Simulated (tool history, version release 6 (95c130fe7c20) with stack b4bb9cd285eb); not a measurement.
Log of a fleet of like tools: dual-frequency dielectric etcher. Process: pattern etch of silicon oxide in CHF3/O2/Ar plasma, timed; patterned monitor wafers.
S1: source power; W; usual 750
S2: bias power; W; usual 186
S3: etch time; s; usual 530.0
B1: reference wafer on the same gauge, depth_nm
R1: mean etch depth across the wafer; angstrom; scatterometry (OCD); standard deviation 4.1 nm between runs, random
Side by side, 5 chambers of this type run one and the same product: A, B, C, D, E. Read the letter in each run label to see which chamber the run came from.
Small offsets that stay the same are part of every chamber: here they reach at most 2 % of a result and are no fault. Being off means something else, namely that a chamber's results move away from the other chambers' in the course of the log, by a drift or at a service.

run 1D hour=9.2 | S1=750 S2=186 S3=530.0 | B1=1100.2 | R1=11468
run 2E hour=19.7 | S1=750 S2=186 S3=530.0 | B1=1099.3 | R1=11610
run 3A hour=28.6 | S1=750 S2=186 S3=530.0 | B1=1099.9 | R1=11419
run 4B hour=35.9 | S1=750 S2=186 S3=530.0 | B1=1100.1 | R1=11580
run 5C hour=42.3 | S1=750 S2=186 S3=530.0 | B1=1100.1 | R1=11431
run 6D hour=49.8 | S1=750 S2=186 S3=530.0 | B1=1100.7 | R1=11350
run 7A hour=60.1 | S1=750 S2=186 S3=530.0 | B1=1100.0 | R1=11332
run 8E hour=71.8 | S1=750 S2=186 S3=530.0 | B1=1099.8 | R1=11692
run 9B hour=84.4 | S1=750 S2=186 S3=530.0 | B1=1099.9 | R1=11590
run 10C hour=94.9 | S1=620 S2=186 S3=530.0 | B1=1099.4 | R1=10598
run 11D hour=105.3 | S1=620 S2=186 S3=530.0 | B1=1099.7 | R1=10624
run 12E hour=114.9 | S1=620 S2=186 S3=530.0 | B1=1099.5 | R1=10749
run 13C hour=122.9 | S1=620 S2=186 S3=530.0 | B1=1099.8 | R1=10604
-- hour=127.3 chamber D: source power generator calibrated
-- hour=130.9 chamber C: wet clean of the chamber
run 14A hour=132.6 | S1=620 S2=186 S3=530.0 | B1=1100.1 | R1=10659
-- hour=139.5 chamber E: wet clean of the chamber
run 15B hour=146.5 | S1=750 S2=186 S3=530.0 | B1=1100.3 | R1=11539
run 16A hour=154.1 | S1=750 S2=207 S3=530.0 | B1=1100.6 | R1=11825
run 17D hour=164.0 | S1=750 S2=207 S3=530.0 | B1=1099.5 | R1=11912
run 18B hour=174.5 | S1=750 S2=207 S3=530.0 | B1=1100.2 | R1=12042
run 19E hour=182.5 | S1=750 S2=207 S3=530.0 | B1=1100.4 | R1=12075
-- hour=185.1 chamber A: wet clean of the chamber
run 20C hour=193.5 | S1=750 S2=207 S3=530.0 | B1=1100.4 | R1=11881
-- hour=197.3 chamber B: wet clean of the chamber
run 21A hour=204.1 | S1=750 S2=186 S3=530.0 | B1=1100.3 | R1=11409
run 22C hour=213.9 | S1=750 S2=186 S3=530.0 | B1=1099.8 | R1=11415
-- hour=221.2 chamber C: bias power generator calibrated
run 23B hour=224.3 | S1=750 S2=186 S3=530.0 | B1=1100.6 | R1=11502
run 24E hour=236.8 | S1=750 S2=186 S3=584.5 | B1=1099.4 | R1=12797
run 25D hour=248.5 | S1=750 S2=186 S3=584.5 | B1=1100.0 | R1=12921
run 26C hour=256.0 | S1=750 S2=186 S3=584.5 | B1=1099.3 | R1=12561
run 27A hour=263.6 | S1=750 S2=186 S3=584.5 | B1=1099.7 | R1=12594
run 28E hour=273.7 | S1=750 S2=186 S3=584.5 | B1=1099.9 | R1=12793
run 29B hour=281.4 | S1=750 S2=186 S3=530.0 | B1=1100.4 | R1=11573
run 30D hour=295.3 | S1=750 S2=186 S3=530.0 | B1=1100.3 | R1=11849
run 31B hour=305.3 | S1=750 S2=186 S3=530.0 | B1=1100.1 | R1=11605
run 32D hour=313.1 | S1=750 S2=186 S3=530.0 | B1=1099.6 | R1=11903

Predict what each chamber gives when all 5 of them run the settings below next.
run 33A hour=323.2 | S1=690 S2=186 S3=530.0 | R1=?
run 33B hour=323.2 | S1=690 S2=186 S3=530.0 | R1=?
run 33C hour=323.2 | S1=690 S2=186 S3=530.0 | R1=?
run 33D hour=323.2 | S1=690 S2=186 S3=530.0 | R1=?
run 33E hour=323.2 | S1=690 S2=186 S3=530.0 | R1=?

run=33A R1=11072
run=33B R1=11205
run=33C R1=11062
run=33D R1=11580
run=33E R1=11250
